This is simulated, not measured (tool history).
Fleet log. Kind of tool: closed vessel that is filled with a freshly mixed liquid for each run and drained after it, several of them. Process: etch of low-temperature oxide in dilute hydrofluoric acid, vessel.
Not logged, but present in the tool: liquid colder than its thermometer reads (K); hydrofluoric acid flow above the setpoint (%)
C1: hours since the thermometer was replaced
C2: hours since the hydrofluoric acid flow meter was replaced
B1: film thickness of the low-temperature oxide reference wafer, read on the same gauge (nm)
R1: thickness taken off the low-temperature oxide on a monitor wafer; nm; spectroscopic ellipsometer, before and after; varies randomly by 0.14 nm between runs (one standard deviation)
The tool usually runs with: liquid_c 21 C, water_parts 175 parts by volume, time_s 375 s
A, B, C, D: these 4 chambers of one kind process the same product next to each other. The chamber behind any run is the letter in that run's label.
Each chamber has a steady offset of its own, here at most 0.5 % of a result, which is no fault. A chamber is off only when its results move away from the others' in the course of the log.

Run 1B, hour 3.8: usual settings; C1 2205.9; C2 100.9; B1 150. Result: R1 18.536 nm.
Run 2D, hour 12.2: usual settings; C1 316.3; C2 468.2; B1 150.01. Result: R1 18.665 nm.
Run 3C, hour 20.6: usual settings; C1 1502.2; C2 616.3; B1 150.02. Result: R1 18.545 nm.
Run 4A, hour 24.7: usual settings; C1 1435; C2 301.1; B1 150.01. Result: R1 18.396 nm.
At hour 26.4: chamber A: thermometer replaced.
Run 5A, hour 32: usual settings; C1 5.6; C2 308.4; B1 150.02. Result: R1 18.591 nm.
Run 6D, hour 37.5: usual settings but liquid_c 22.5 C, water_parts 120 parts by volume; C1 341.6; C2 493.5; B1 149.98. Result: R1 30.557 nm.
Run 7C, hour 42.1: usual settings but liquid_c 22.5 C, water_parts 120 parts by volume; C1 1523.7; C2 637.8; B1 149.99. Result: R1 30.112 nm.
Run 8B, hour 45.8: usual settings but liquid_c 22.5 C, water_parts 120 parts by volume; C1 2247.9; C2 142.9; B1 150.01. Result: R1 30.068 nm.
Run 9A, hour 54.2: usual settings but liquid_c 22.5 C, water_parts 120 parts by volume; C1 27.8; C2 330.6; B1 149.98. Result: R1 30.797 nm.
Run 10C, hour 62: usual settings but water_parts 110 parts by volume; C1 1543.6; C2 657.7; B1 150. Result: R1 31.599 nm.
Run 11B, hour 69.1: usual settings but water_parts 110 parts by volume; C1 2271.2; C2 166.2; B1 149.99. Result: R1 31.255 nm.
Run 12D, hour 73.8: usual settings but water_parts 110 parts by volume; C1 377.9; C2 529.8; B1 150. Result: R1 31.886 nm.
Run 13C, hour 82.3: usual settings but water_parts 110 parts by volume; C1 1563.9; C2 678; B1 149.98. Result: R1 31.269 nm.
Run 14A, hour 86.1: usual settings; C1 59.7; C2 362.5; B1 149.99. Result: R1 18.678 nm.
Run 15B, hour 92.8: usual settings; C1 2294.9; C2 189.9; B1 150. Result: R1 18.514 nm.
Run 16D, hour 100: usual settings; C1 404.1; C2 556; B1 149.98. Result: R1 18.819 nm.
At hour 108: chamber D: hydrofluoric acid flow meter replaced.
Run 17C, hour 108.4: usual settings; C1 1590; C2 704.1; B1 150.04. Result: R1 18.343 nm.
Run 18D, hour 114.2: usual settings; C1 418.3; C2 6.2; B1 150.02. Result: R1 18.479 nm.
Run 19B, hour 121.3: usual settings but liquid_c 19 C, water_parts 210 parts by volume; C1 2323.4; C2 218.4; B1 150. Result: R1 13.582 nm.
Run 20A, hour 128.7: usual settings but liquid_c 19 C, water_parts 210 parts by volume; C1 102.3; C2 405.1; B1 150.02. Result: R1 13.84 nm.
Run 21B, hour 137: usual settings but liquid_c 19 C, water_parts 210 parts by volume; C1 2339.1; C2 234.1; B1 150.01. Result: R1 13.909 nm.
Run 22D, hour 142.7: usual settings but liquid_c 19 C, water_parts 210 parts by volume; C1 446.8; C2 34.7; B1 150. Result: R1 13.953 nm.
At hour 146.9: chamber B: thermometer replaced.
Run 23C, hour 149.2: usual settings; C1 1630.8; C2 744.9; B1 150. Result: R1 18.677 nm.
Run 24A, hour 156: usual settings; C1 129.6; C2 432.4; B1 150. Result: R1 18.662 nm.
Run 25B, hour 160.8: usual settings; C1 14; C2 257.9; B1 149.98. Result: R1 18.645 nm.
Run 26A, hour 165: usual settings but water_parts 95 parts by volume, time_s 245 s; C1 138.6; C2 441.4; B1 150.02. Result: R1 24.642 nm.
Run 27D, hour 171.9: usual settings but water_parts 95 parts by volume, time_s 245 s; C1 476; C2 63.9; B1 150.02. Result: R1 24.302 nm.
Run 28C, hour 178: usual settings but water_parts 95 parts by volume, time_s 245 s; C1 1659.6; C2 773.7; B1 150. Result: R1 24.114 nm.
Run 29B, hour 181.9: usual settings but water_parts 95 parts by volume, time_s 245 s; C1 35.1; C2 279; B1 150. Result: R1 24.321 nm.
Run 30D, hour 185.8: usual settings; C1 489.9; C2 77.8; B1 149.97. Result: R1 18.578 nm.
Run 31A, hour 192.7: usual settings; C1 166.3; C2 469.1; B1 149.98. Result: R1 18.614 nm.
Run 32C, hour 198: usual settings; C1 1679.6; C2 793.7; B1 149.98. Result: R1 18.336 nm.
Run 33B, hour 205.6: usual settings but liquid_c 23.5 C, time_s 495 s; C1 58.8; C2 302.7; B1 150. Result: R1 26.913 nm.
Run 34C, hour 213.1: usual settings but liquid_c 23.5 C, time_s 495 s; C1 1694.7; C2 808.8; B1 150. Result: R1 27.332 nm.
Run 35D, hour 219.9: usual settings but liquid_c 23.5 C, time_s 495 s; C1 524; C2 111.9; B1 150. Result: R1 26.91 nm.

The same settings go to every chamber for the next run, one line per chamber below. Forecast the results for each:
Run 36A, hour 225.9: usual settings. Result: R1 ?.
Run 36B, hour 225.9: usual settings. Result: R1 ?.
Run 36C, hour 225.9: usual settings. Result: R1 ?.
Run 36D, hour 225.9: usual settings. Result: R1 ?.

run      R1
36A  18.835
36B  18.644
36C  18.504
36D  18.601
